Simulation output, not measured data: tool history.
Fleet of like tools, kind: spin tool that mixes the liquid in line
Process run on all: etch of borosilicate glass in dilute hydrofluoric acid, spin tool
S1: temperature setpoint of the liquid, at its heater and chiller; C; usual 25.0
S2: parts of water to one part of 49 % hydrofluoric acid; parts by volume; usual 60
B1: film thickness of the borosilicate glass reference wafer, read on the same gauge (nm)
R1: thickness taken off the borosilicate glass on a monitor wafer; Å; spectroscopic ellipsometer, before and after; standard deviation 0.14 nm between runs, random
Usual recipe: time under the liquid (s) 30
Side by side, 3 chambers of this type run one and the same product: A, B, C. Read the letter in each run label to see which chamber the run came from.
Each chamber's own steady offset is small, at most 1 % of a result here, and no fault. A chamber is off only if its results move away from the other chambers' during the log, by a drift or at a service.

Run 1B, hour 14.0: usual settings; B1 80.008. Result: R1 162.960 Å.
Run 2C, hour 23.5: usual settings; B1 80.048. Result: R1 164.950 Å.
Run 3A, hour 37.6: usual settings; B1 80.043. Result: R1 164.010 Å.
Run 4A, hour 49.1: usual settings; B1 80.008. Result: R1 164.330 Å.
Run 5C, hour 60.8: usual settings; B1 80.007. Result: R1 162.160 Å.
Run 6B, hour 73.9: usual settings; B1 80.006. Result: R1 165.200 Å.
Run 7B, hour 89.2: usual settings; B1 80.050. Result: R1 164.660 Å.
Run 8A, hour 102.8: usual settings but S1 26.5 C, time under the liquid (s) 40; B1 80.014. Result: R1 233.630 Å.
Run 9C, hour 113.0: usual settings but S1 26.5 C, time under the liquid (s) 40; B1 80.006. Result: R1 232.790 Å.
Run 10C, hour 122.7: usual settings but S1 26.5 C, time under the liquid (s) 40; B1 79.953. Result: R1 230.320 Å.
Run 11B, hour 131.7: usual settings; B1 79.982. Result: R1 166.960 Å.
Run 12A, hour 146.8: usual settings but time under the liquid (s) 15; B1 80.008. Result: R1 83.135 Å.
At hour 154.5: chamber A: hydrofluoric acid flow meter replaced.
Run 13C, hour 162.4: usual settings but time under the liquid (s) 15; B1 79.973. Result: R1 81.521 Å.
At hour 173.5: chamber C: hydrofluoric acid flow meter replaced.
Run 14B, hour 174.1: usual settings but time under the liquid (s) 15; B1 80.001. Result: R1 85.171 Å.
Run 15A, hour 189.0: usual settings; B1 79.971. Result: R1 163.130 Å.
Run 16B, hour 203.9: usual settings but S1 27.0 C; B1 80.031. Result: R1 186.810 Å.
Run 17C, hour 216.5: usual settings but S1 27.0 C; B1 80.047. Result: R1 176.190 Å.
Run 18A, hour 227.7: usual settings but S1 27.0 C; B1 80.031. Result: R1 176.830 Å.
Run 19C, hour 241.6: usual settings but S2 50 parts by volume, time under the liquid (s) 40; B1 79.983. Result: R1 265.240 Å.
Run 20A, hour 250.8: usual settings but S2 50 parts by volume, time under the liquid (s) 40; B1 80.010. Result: R1 265.380 Å.

Next, all 3 chambers run the settings below, one line each with question marks for the results. What does each chamber give?
Run 21A, hour 262.1: usual settings. Result: R1 ?.
Run 21B, hour 262.1: usual settings. Result: R1 ?.
Run 21C, hour 262.1: usual settings. Result: R1 ?.

run       R1
21A  162.870
21B  175.090
21C  163.250

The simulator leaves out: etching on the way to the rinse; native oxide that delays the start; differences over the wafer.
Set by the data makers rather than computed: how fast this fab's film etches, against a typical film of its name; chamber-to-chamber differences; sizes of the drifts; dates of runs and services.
